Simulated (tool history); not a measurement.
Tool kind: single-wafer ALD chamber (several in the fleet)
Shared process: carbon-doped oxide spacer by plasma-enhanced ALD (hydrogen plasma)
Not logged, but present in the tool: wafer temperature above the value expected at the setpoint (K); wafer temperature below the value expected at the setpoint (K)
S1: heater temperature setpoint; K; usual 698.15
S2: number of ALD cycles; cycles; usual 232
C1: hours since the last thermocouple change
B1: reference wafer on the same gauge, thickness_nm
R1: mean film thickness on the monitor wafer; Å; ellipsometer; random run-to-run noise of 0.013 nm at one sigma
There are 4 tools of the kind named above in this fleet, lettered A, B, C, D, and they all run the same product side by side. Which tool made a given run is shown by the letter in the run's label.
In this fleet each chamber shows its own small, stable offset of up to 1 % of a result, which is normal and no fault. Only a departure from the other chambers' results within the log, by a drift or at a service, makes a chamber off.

| run | hour | S1 | S2 | C1 | B1 | R1 |
|---|---|---|---|---|---|---|
| 1B | 8.1 | 698.15 | 232 | 621.5 | 9.0022 | 106.580 |
| 2D | 17.0 | 698.15 | 232 | 264.3 | 9.0006 | 106.780 |
| 3A | 28.0 | 698.15 | 232 | 200.2 | 9.0019 | 106.850 |
| 4C | 37.6 | 698.15 | 232 | 1222.6 | 9.0055 | 108.130 |
| 5B | 45.1 | 698.15 | 232 | 658.5 | 9.0064 | 106.580 |
| 6A | 53.2 | 698.15 | 232 | 225.4 | 9.0076 | 106.820 |
| 7C | 62.9 | 683.15 | 196 | 1247.9 | 9.0104 | 95.506 |
| 8D | 71.0 | 683.15 | 196 | 318.3 | 9.0090 | 94.853 |
| 9A | 80.6 | 683.15 | 196 | 252.8 | 9.0125 | 94.725 |
| 10C | 91.3 | 683.15 | 196 | 1276.3 | 9.0118 | 95.544 |
| 11D | 98.5 | 698.15 | 232 | 345.8 | 9.0118 | 107.090 |
| 12B | 106.8 | 698.15 | 232 | 720.2 | 9.0131 | 106.710 |
| 13A | 115.9 | 698.15 | 232 | 288.1 | 9.0164 | 106.880 |
| 14C | 126.5 | 698.15 | 232 | 1311.5 | 9.0175 | 108.270 |
| 15B | 133.4 | 707.15 | 191 | 746.8 | 9.0151 | 85.312 |
| 16D | 144.9 | 707.15 | 191 | 392.2 | 9.0218 | 85.602 |
| 17D | 152.3 | 707.15 | 191 | 399.6 | 9.0238 | 85.527 |
| 18B | 158.3 | 707.15 | 191 | 771.7 | 9.0223 | 85.171 |
| 19C | 165.4 | 698.15 | 232 | 1350.4 | 9.0208 | 108.190 |
| 20A | 173.5 | 688.15 | 273 | 345.7 | 9.0237 | 130.030 |
| 21C | 183.8 | 688.15 | 273 | 1368.8 | 9.0235 | 131.130 |
| 22B | 194.2 | 688.15 | 273 | 807.6 | 9.0235 | 129.890 |
| 23A | 205.0 | 688.15 | 273 | 377.2 | 9.0261 | 129.790 |
| 24D | 210.3 | 698.15 | 232 | 457.6 | 9.0298 | 106.980 |
| 25A | 216.7 | 698.15 | 232 | 388.9 | 9.0301 | 107.160 |
| 26C | 227.1 | 693.15 | 232 | 1412.1 | 9.0306 | 110.040 |
| 27B | 235.9 | 693.15 | 232 | 849.3 | 9.0315 | 108.500 |
| 28D | 243.3 | 693.15 | 232 | 490.6 | 9.0323 | 108.940 |
| 29D | 253.1 | 693.15 | 232 | 500.4 | 9.0364 | 108.740 |
| 30B | 263.9 | 698.15 | 232 | 877.3 | 9.0368 | 106.970 |
| 31A | 273.0 | 698.15 | 232 | 445.2 | 9.0329 | 107.250 |
| 32C | 281.3 | 698.15 | 232 | 1466.3 | 9.0377 | 108.110 |
| 33D | 286.5 | 686.15 | 215 | 533.8 | 9.0397 | 103.120 |
| 34B | 295.9 | 686.15 | 215 | 909.3 | 9.0413 | 102.810 |
| 35C | 303.9 | 686.15 | 215 | 1488.9 | 9.0419 | 104.500 |
| 36A | 311.9 | 686.15 | 215 | 484.1 | 9.0418 | 103.240 |
| 37C | 318.0 | 698.15 | 232 | 1503.0 | 9.0428 | 108.330 |
| 38A | 324.2 | 698.15 | 232 | 496.4 | 9.0443 | 107.290 |
| 39D | 335.0 | 698.15 | 232 | 582.3 | 9.0440 | 107.410 |

Which is it: a chamber that has drifted or been left off by a service, a gauge drift common to all chambers, or only each chamber's usual small offset? If a chamber is off, name it and its likeliest cause.

No chamber is off; the gauge reading every chamber's wafers drifts, which makes the whole fleet appear to move together.
Most likely cause: gauge reads high (%) = 0.502.

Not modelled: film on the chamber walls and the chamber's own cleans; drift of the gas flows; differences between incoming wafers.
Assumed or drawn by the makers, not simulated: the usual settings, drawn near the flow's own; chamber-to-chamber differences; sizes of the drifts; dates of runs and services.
